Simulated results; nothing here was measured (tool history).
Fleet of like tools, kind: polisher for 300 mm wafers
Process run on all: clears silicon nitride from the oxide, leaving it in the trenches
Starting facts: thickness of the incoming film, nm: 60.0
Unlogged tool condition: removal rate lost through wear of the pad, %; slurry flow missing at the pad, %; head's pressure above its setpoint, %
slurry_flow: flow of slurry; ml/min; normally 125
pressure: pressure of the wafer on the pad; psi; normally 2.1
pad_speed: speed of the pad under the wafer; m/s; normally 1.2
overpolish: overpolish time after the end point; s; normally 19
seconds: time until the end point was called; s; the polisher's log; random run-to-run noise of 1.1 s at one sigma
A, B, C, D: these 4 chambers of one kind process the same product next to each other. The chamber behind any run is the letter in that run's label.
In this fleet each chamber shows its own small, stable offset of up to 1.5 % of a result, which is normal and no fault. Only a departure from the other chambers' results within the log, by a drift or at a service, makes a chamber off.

run   hour  slurry_flow  pressure  pad_speed  overpolish  wafers polished on this pad  hours since the slurry nozzle was cleaned  hours since the head pressure was calibrated  seconds
 1B   12.3          125       2.1        1.2          19                          223                                      551.4                                         259.8   70.054
 2C   20.4          125       2.1        1.2          19                          464                                       64.7                                          21.1   68.366
 3A   28.1          125       2.1        1.2          19                          543                                      387.9                                         865.4   67.223
 4D   42.4          125       2.1        1.2          19                          916                                       72.3                                         207.9   68.664
 5A   53.6          125       2.6        1.4          19                          789                                      413.4                                         890.9   46.353
      55.8  -- chamber A: worn pad replaced by a new one
 6B   63.4          125       2.6        1.4          19                          717                                      602.5                                         310.9   46.176
      73.0  -- chamber B: worn pad replaced by a new one
 7C   73.0          125       2.6        1.4          19                          973                                      117.3                                          73.7   45.148
 8D   80.1          125       2.6        1.4          19                         1281                                      110.0                                         245.6   47.311
 9D   92.9          125       2.1        1.2          19                         1405                                      122.8                                         258.4   68.932
10C  102.8          125       2.1        1.2          19                         1262                                      147.1                                         103.5   68.333
11B  116.1           85       2.1        1.2          19                          417                                      655.2                                         363.6   75.434
     120.5  -- chamber C: worn pad replaced by a new one
12A  126.8           85       2.1        1.2          19                          687                                      486.6                                         964.1   74.930
     137.6  -- chamber A: worn pad replaced by a new one
13C  140.2           85       2.1        1.2          19                          191                                      184.5                                         140.9   73.527
14D  149.5           85       2.1        1.2          19                         1953                                      179.4                                         315.0   74.327
     151.9  -- chamber B: worn pad replaced by a new one
     155.9  -- chamber D: head pressure recalibrated
15B  156.3          125       2.1        1.2          10                           43                                      695.4                                         403.8   68.186
16A  167.9          125       2.1        1.2          10                          294                                      527.7                                        1005.2   68.483
     169.2  -- chamber C: slurry nozzle cleaned
17B  177.4          125       2.1        1.2          10                          247                                      716.5                                         424.9   68.371
     186.2  -- chamber D: slurry nozzle cleaned
18C  186.5          125       2.1        1.2          10                          639                                       17.3                                         187.2   68.650
19A  198.3          125       2.1        1.2          19                          588                                      558.1                                        1035.6   67.368
20D  208.8          125       2.1        1.2          19                         2527                                       22.6                                          52.9   70.131
21D  218.5          125       2.1        1.2          19                         2621                                       32.3                                          62.6   69.568
     219.6  -- chamber A: worn pad replaced by a new one
22C  228.3          125       2.1        1.2          19                         1044                                       59.1                                         229.0   68.185
     228.4  -- chamber B: worn pad replaced by a new one
23B  237.6          145       2.1        1.2          19                           89                                      776.7                                         485.1   65.466
     245.6  -- chamber C: worn pad replaced by a new one
24A  251.1          145       2.1        1.2          19                          304                                      610.9                                        1088.4   65.300
25D  258.3          145       2.1        1.2          19                         3006                                       72.1                                         102.4   72.375
     260.0  -- chamber A: slurry nozzle cleaned
     264.3  -- chamber B: slurry nozzle cleaned
26A  272.0          145       2.1        1.2          19                          507                                       12.1                                        1109.3   64.675
     273.5  -- chamber B: head pressure recalibrated
27B  281.6          125       2.1        1.2          19                          515                                       17.3                                           8.2   68.568
28C  291.1          125       2.1        1.2          19                          440                                      121.9                                         291.8   66.418
     298.9  -- chamber B: worn pad replaced by a new one
29A  303.9          125       2.1        1.2          19                          816                                       44.0                                        1141.2   65.803
     307.1  -- chamber A: worn pad replaced by a new one
30C  318.0          125       2.1        1.2          19                          701                                      148.8                                         318.7   67.948
31B  331.2          125       2.1        1.2          19                          312                                       66.9                                          57.8   69.086
32D  341.7          100       2.1        1.2          23                         3813                                      155.5                                         185.8   80.204
     352.1  -- chamber C: slurry nozzle cleaned
33B  353.2          100       2.1        1.2          23                          525                                       88.9                                          79.8   71.824
34D  359.6          100       2.1        1.2          23                         3986                                      173.4                                         203.7   80.595
     363.5  -- chamber A: head pressure recalibrated
35C  368.1          100       2.1        1.2          23                         1186                                       16.0                                         368.8   70.778
36A  374.8          125       2.1        1.2          19                          655                                      114.9                                          11.4   68.685
37D  381.5          160       2.1        1.2          19                         4198                                      195.3                                         225.6   75.585

Next, all 4 chambers run the settings below, one line each with question marks for the results. What does each chamber give?
38A  392.1          125       2.1        1.2          19                                                                                                                              ?
38B  392.1          125       2.1        1.2          19                                                                                                                              ?
38C  392.1          125       2.1        1.2          19                                                                                                                              ?
38D  392.1          125       2.1        1.2          19                                                                                                                              ?

run  seconds
38A   66.034
38B   69.467
38C   67.370
38D   78.779
